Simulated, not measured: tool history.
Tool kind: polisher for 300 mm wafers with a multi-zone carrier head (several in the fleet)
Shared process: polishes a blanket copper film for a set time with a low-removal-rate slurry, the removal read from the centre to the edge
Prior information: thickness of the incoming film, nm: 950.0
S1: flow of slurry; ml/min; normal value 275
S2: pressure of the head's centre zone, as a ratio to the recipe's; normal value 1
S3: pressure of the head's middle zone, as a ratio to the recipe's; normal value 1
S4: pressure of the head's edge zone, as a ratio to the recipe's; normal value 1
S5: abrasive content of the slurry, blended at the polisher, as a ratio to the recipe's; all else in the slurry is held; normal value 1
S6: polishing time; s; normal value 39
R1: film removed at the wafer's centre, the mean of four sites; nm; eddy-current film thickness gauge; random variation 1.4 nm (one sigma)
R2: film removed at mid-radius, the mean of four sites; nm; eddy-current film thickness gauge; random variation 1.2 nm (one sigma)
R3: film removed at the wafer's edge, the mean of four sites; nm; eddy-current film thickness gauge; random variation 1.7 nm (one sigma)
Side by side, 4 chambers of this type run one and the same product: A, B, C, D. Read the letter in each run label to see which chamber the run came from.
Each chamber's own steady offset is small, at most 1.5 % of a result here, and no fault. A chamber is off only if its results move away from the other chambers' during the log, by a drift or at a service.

-- hour=0.1 chamber D: worn pad replaced by a new one
-- hour=10.8 chamber B: centre zone pressure recalibrated
run 1A hour=11.4 | S1=275 S2=1 S3=1 S4=1 S5=1 S6=39 | R1=114.85 R2=114.16 R3=117.53
run 2B hour=19.7 | S1=275 S2=1 S3=1 S4=1 S5=1 S6=39 | R1=116.34 R2=116.58 R3=118.01
run 3C hour=32.7 | S1=275 S2=1 S3=1 S4=1 S5=1 S6=39 | R1=115.3 R2=114.31 R3=114.97
-- hour=40.7 chamber C: worn pad replaced by a new one
run 4D hour=43.9 | S1=275 S2=1 S3=1 S4=1 S5=1 S6=39 | R1=114.99 R2=116.92 R3=115.64
run 5D hour=54.9 | S1=275 S2=1 S3=1 S4=1 S5=1 S6=39 | R1=115.77 R2=114.48 R3=112.38
run 6C hour=66.1 | S1=275 S2=1 S3=1 S4=1 S5=1 S6=39 | R1=115.5 R2=115.88 R3=112.85
run 7A hour=74.5 | S1=185 S2=1 S3=1 S4=0.88 S5=1 S6=39 | R1=106.36 R2=109.5 R3=100.61
run 8B hour=89.1 | S1=185 S2=1 S3=1 S4=0.88 S5=1 S6=39 | R1=107.07 R2=111.74 R3=103.88
run 9A hour=100.9 | S1=185 S2=1 S3=1 S4=0.88 S5=1 S6=39 | R1=109.1 R2=109.15 R3=103.2
-- hour=101.2 chamber A: worn pad replaced by a new one
-- hour=104 chamber B: worn pad replaced by a new one
run 10B hour=111.1 | S1=185 S2=1 S3=1 S4=0.88 S5=1 S6=39 | R1=105.94 R2=109.92 R3=102.31
-- hour=118.8 chamber C: worn pad replaced by a new one
run 11C hour=125.3 | S1=275 S2=1 S3=1 S4=1 S5=1 S6=39 | R1=117.14 R2=115.54 R3=112
run 12D hour=132.3 | S1=275 S2=1 S3=1 S4=1 S5=1 S6=39 | R1=114.81 R2=115.72 R3=113.15
run 13C hour=140.9 | S1=275 S2=1 S3=1 S4=1 S5=1 S6=39 | R1=114.91 R2=114.91 R3=114.55
-- hour=145.1 chamber A: edge zone pressure recalibrated
run 14D hour=150 | S1=275 S2=0.94 S3=0.95 S4=1 S5=1 S6=39 | R1=109.64 R2=110.68 R3=114.25
-- hour=156.1 chamber D: centre zone pressure recalibrated
run 15B hour=160.6 | S1=275 S2=0.94 S3=0.95 S4=1 S5=1 S6=39 | R1=107.1 R2=109.52 R3=113.6
-- hour=169.8 chamber D: worn pad replaced by a new one
run 16A hour=172 | S1=275 S2=0.94 S3=0.95 S4=1 S5=1 S6=39 | R1=107.9 R2=109.35 R3=115.18
run 17D hour=179.7 | S1=275 S2=0.94 S3=0.95 S4=1 S5=1 S6=39 | R1=93.318 R2=109.2 R3=117.05
run 18A hour=193.2 | S1=275 S2=1 S3=1 S4=1 S5=1 S6=39 | R1=114.88 R2=113.59 R3=113.11
-- hour=193.4 chamber B: slurry nozzle cleaned
-- hour=195.4 chamber C: worn pad replaced by a new one
-- hour=197.1 chamber A: worn pad replaced by a new one
run 19B hour=200.4 | S1=275 S2=1 S3=0.9 S4=1 S5=1 S6=39 | R1=116.04 R2=105.75 R3=112.87
-- hour=201.2 chamber B: worn pad replaced by a new one
run 20C hour=215.4 | S1=275 S2=1 S3=0.9 S4=1 S5=1 S6=39 | R1=115.33 R2=104.48 R3=114.41
-- hour=219.8 chamber C: slurry nozzle cleaned
run 21B hour=222.9 | S1=275 S2=1 S3=0.9 S4=1 S5=1 S6=39 | R1=112.8 R2=104.43 R3=113.45
run 22D hour=237 | S1=275 S2=1 S3=0.9 S4=1 S5=1 S6=39 | R1=99.391 R2=103.18 R3=113.4
run 23A hour=247.8 | S1=275 S2=1 S3=1 S4=1 S5=1 S6=39 | R1=113.43 R2=115.25 R3=115.69
run 24C hour=260.6 | S1=275 S2=1 S3=1 S4=1 S5=1 S6=39 | R1=112.78 R2=115.17 R3=114.47
run 25A hour=273.6 | S1=275 S2=1 S3=1 S4=1 S5=1 S6=39 | R1=117.55 R2=114.21 R3=114.63
-- hour=274 chamber C: worn pad replaced by a new one
-- hour=280 chamber C: centre zone pressure recalibrated
run 26D hour=281.3 | S1=275 S2=1 S3=1 S4=1 S5=1 S6=39 | R1=100.72 R2=116.17 R3=113.72
run 27C hour=294.1 | S1=275 S2=1 S3=1 S4=1 S5=1 S6=39 | R1=115.54 R2=114.81 R3=112.58
run 28B hour=302.2 | S1=275 S2=1 S3=1 S4=1 S5=1 S6=39 | R1=114.02 R2=115.15 R3=118.07
run 29D hour=310.5 | S1=275 S2=1 S3=1 S4=1 S5=1 S6=39 | R1=99.769 R2=115.28 R3=113.72
run 30C hour=321.4 | S1=275 S2=1 S3=1 S4=1 S5=1 S6=39 | R1=112.2 R2=115.75 R3=114.02

What goes on in this fleet: one chamber off, a drifting gauge, or nothing beyond the chambers' own small offsets? Name the chamber and the cause, if any.

A service left chamber D off against the others.
Cause: centre zone's pressure below its setpoint, % = 11.4.

Here are 4 candidates for chamber D's next run, each the usual settings with a change, their results left as question marks. Which one brings its results back in line with what the others give on the usual settings?
A result is in line if it is within this distance of the other chambers' mean on the usual settings: R1 5 nm; R2 4.2 nm; R3 5.8 nm
run 31D-1 hour=332.2 | S1=275 S2=1.04 S3=0.99 S4=0.99 S5=1 S6=39 | R1=? R2=? R3=?
run 31D-2 hour=332.2 | S1=270 S2=0.91 S3=1.03 S4=1.02 S5=1 S6=38 | R1=? R2=? R3=?
run 31D-3 hour=332.2 | S1=275 S2=0.96 S3=1.01 S4=1.01 S5=1 S6=39 | R1=? R2=? R3=?
run 31D-4 hour=332.2 | S1=280 S2=1.1 S3=0.97 S4=0.97 S5=1 S6=40 | R1=? R2=? R3=?

The mean the other chambers reach with the usual settings: R1 114.44 nm; R2 114.77 nm; R3 114.42 nm
run=31D-1 R1=105.24 R2=114.11 R3=113.63
run=31D-2 R1=88.233 R2=115.14 R3=112.23
run=31D-3 R1=96.322 R2=116.27 R3=114.79
run=31D-4 R1=115.03 R2=115.05 R3=115.52
With 31D-4, the chamber falls back in line with the rest.

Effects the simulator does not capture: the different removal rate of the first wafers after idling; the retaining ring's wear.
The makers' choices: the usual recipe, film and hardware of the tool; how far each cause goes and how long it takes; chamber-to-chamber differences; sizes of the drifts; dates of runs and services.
